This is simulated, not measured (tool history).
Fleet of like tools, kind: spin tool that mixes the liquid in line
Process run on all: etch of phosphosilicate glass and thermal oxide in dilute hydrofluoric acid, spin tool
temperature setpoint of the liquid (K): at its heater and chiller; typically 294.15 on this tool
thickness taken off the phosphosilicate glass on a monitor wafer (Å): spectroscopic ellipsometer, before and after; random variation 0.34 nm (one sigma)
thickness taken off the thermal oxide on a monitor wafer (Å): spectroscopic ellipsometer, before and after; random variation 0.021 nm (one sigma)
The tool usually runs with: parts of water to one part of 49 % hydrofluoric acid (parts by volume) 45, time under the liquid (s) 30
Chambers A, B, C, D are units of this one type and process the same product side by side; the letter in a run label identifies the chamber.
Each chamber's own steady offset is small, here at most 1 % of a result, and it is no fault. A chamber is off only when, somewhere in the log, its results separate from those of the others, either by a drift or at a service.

| run | hour | temperature setpoint of the liquid (K) | parts of water to one part of 49 % hydrofluoric acid (parts by volume) | time under the liquid (s) | hours since the thermometer was replaced | hours since the hydrofluoric acid flow meter was replaced | read-back film thickness of the phosphosilicate glass reference wafer, read on the same gauge (nm) | read-back film thickness of the thermal oxide reference wafer, read on the same gauge (nm) | thickness taken off the phosphosilicate glass on a monitor wafer (Å) | thickness taken off the thermal oxide on a monitor wafer (Å) |
|---|---|---|---|---|---|---|---|---|---|---|
| 1B | 10.8 | 294.15 | 45 | 30 | 1113.4 | 1049.4 | 50.016 | 140.03 | 652.98 | 29.558 |
| 2D | 19.4 | 294.15 | 45 | 30 | 134.5 | 436.4 | 50.011 | 140.00 | 648.50 | 30.335 |
| 3A | 28.5 | 294.15 | 45 | 30 | 213.7 | 567.5 | 49.994 | 140.01 | 648.69 | 29.234 |
| 4C | 38.6 | 294.15 | 45 | 30 | 306.6 | 152.0 | 49.985 | 140.02 | 645.30 | 29.450 |
| 5A | 44.8 | 294.15 | 45 | 30 | 230.0 | 583.8 | 49.999 | 140.01 | 643.96 | 29.502 |
|  | 47.9 | chamber D: hydrofluoric acid flow meter replaced |
| 6D | 56.0 | 294.15 | 45 | 25 | 171.1 | 8.2 | 50.029 | 140.01 | 541.22 | 24.735 |
| 7B | 64.4 | 294.15 | 45 | 25 | 1167.0 | 1103.0 | 49.984 | 140.05 | 536.01 | 24.530 |
| 8C | 74.6 | 294.15 | 45 | 25 | 342.6 | 188.0 | 50.009 | 140.01 | 538.27 | 24.824 |
| 9A | 80.5 | 294.15 | 45 | 25 | 265.7 | 619.5 | 49.984 | 140.01 | 538.35 | 24.858 |
| 10C | 90.0 | 294.15 | 45 | 30 | 358.0 | 203.4 | 49.996 | 139.99 | 647.54 | 29.736 |
| 11D | 96.0 | 290.15 | 45 | 20 | 211.1 | 48.2 | 49.960 | 140.01 | 364.86 | 16.730 |
| 12B | 104.7 | 290.15 | 45 | 20 | 1207.3 | 1143.3 | 49.974 | 139.99 | 363.88 | 16.567 |
| 13D | 113.0 | 290.15 | 45 | 20 | 228.1 | 65.2 | 50.018 | 139.99 | 363.93 | 16.690 |
| 14A | 124.4 | 290.15 | 45 | 20 | 309.6 | 663.4 | 49.995 | 140.01 | 361.31 | 16.607 |
| 15C | 133.3 | 294.15 | 45 | 30 | 401.3 | 246.7 | 49.995 | 140.00 | 644.47 | 29.713 |
| 16B | 141.0 | 294.15 | 45 | 30 | 1243.6 | 1179.6 | 49.996 | 140.01 | 650.56 | 29.912 |
| 17D | 146.1 | 294.15 | 45 | 30 | 261.2 | 98.3 | 50.025 | 140.00 | 650.56 | 29.796 |
| 18B | 155.6 | 294.15 | 45 | 30 | 1258.2 | 1194.2 | 49.990 | 139.99 | 648.53 | 30.003 |
| 19C | 166.9 | 294.15 | 30 | 30 | 434.9 | 280.3 | 49.997 | 140.02 | 986.92 | 45.143 |
| 20A | 172.7 | 294.15 | 30 | 30 | 357.9 | 711.7 | 50.009 | 139.98 | 988.81 | 46.263 |
| 21C | 178.7 | 294.15 | 30 | 30 | 446.7 | 292.1 | 49.985 | 140.01 | 989.05 | 45.473 |
| 22A | 188.5 | 294.15 | 30 | 30 | 373.7 | 727.5 | 49.967 | 140.00 | 992.13 | 45.515 |
| 23B | 196.1 | 294.15 | 45 | 30 | 1298.7 | 1234.7 | 49.986 | 140.02 | 647.17 | 29.677 |
| 24D | 204.0 | 294.15 | 45 | 30 | 319.1 | 156.2 | 49.975 | 140.00 | 650.18 | 30.183 |
| 25A | 209.6 | 294.15 | 45 | 30 | 394.8 | 748.6 | 49.994 | 139.98 | 643.32 | 29.517 |
| 26C | 217.3 | 294.15 | 45 | 30 | 485.3 | 330.7 | 49.986 | 140.04 | 649.55 | 29.423 |
| 27B | 223.9 | 294.15 | 45 | 30 | 1326.5 | 1262.5 | 49.962 | 139.96 | 647.25 | 29.692 |
| 28D | 234.5 | 298.65 | 45 | 15 | 349.6 | 186.7 | 49.992 | 139.97 | 391.67 | 18.123 |
| 29C | 240.2 | 298.65 | 45 | 15 | 508.2 | 353.6 | 49.968 | 140.02 | 384.17 | 17.984 |
| 30A | 245.9 | 298.65 | 45 | 15 | 431.1 | 784.9 | 50.012 | 139.98 | 391.83 | 17.525 |
| 31B | 257.2 | 298.65 | 45 | 15 | 1359.8 | 1295.8 | 50.028 | 140.04 | 390.74 | 18.057 |
| 32D | 262.5 | 294.15 | 45 | 30 | 377.6 | 214.7 | 50.032 | 139.99 | 652.12 | 29.914 |
| 33A | 270.3 | 294.15 | 45 | 30 | 455.5 | 809.3 | 50.021 | 140.03 | 647.71 | 29.429 |
| 34D | 275.5 | 294.15 | 45 | 30 | 390.6 | 227.7 | 49.979 | 139.99 | 645.06 | 30.080 |
| 35B | 285.7 | 294.15 | 45 | 30 | 1388.3 | 1324.3 | 49.962 | 140.01 | 644.46 | 29.705 |
| 36C | 292.3 | 294.15 | 45 | 30 | 560.3 | 405.7 | 49.990 | 140.01 | 643.32 | 29.834 |
| 37C | 298.0 | 294.15 | 45 | 30 | 566.0 | 411.4 | 49.990 | 139.99 | 642.19 | 29.618 |
| 38A | 306.1 | 294.15 | 45 | 30 | 491.3 | 845.1 | 49.979 | 140.00 | 649.99 | 29.718 |
| 39D | 316.2 | 294.15 | 45 | 30 | 431.3 | 268.4 | 49.982 | 140.00 | 649.23 | 30.254 |
| 40B | 323.0 | 294.15 | 45 | 30 | 1425.6 | 1361.6 | 50.042 | 140.00 | 648.06 | 29.662 |
| 41A | 332.1 | 294.15 | 45 | 40 | 517.3 | 871.1 | 49.993 | 139.98 | 863.11 | 39.263 |
| 42D | 342.3 | 294.15 | 45 | 40 | 457.4 | 294.5 | 50.016 | 140.00 | 862.64 | 40.363 |
| 43C | 350.0 | 294.15 | 45 | 40 | 618.0 | 463.4 | 50.001 | 139.99 | 858.00 | 39.457 |
| 44B | 355.5 | 294.15 | 45 | 40 | 1458.1 | 1394.1 | 50.008 | 140.02 | 853.83 | 39.609 |

Has any chamber moved away from the others, gradually or after a service, or does the common gauge drift, or do the chambers differ only by their own small steady offsets? State the chamber and the most likely cause if one applies.

Nothing is wrong: each chamber keeps only its own small, steady offset and the gauge holds still.

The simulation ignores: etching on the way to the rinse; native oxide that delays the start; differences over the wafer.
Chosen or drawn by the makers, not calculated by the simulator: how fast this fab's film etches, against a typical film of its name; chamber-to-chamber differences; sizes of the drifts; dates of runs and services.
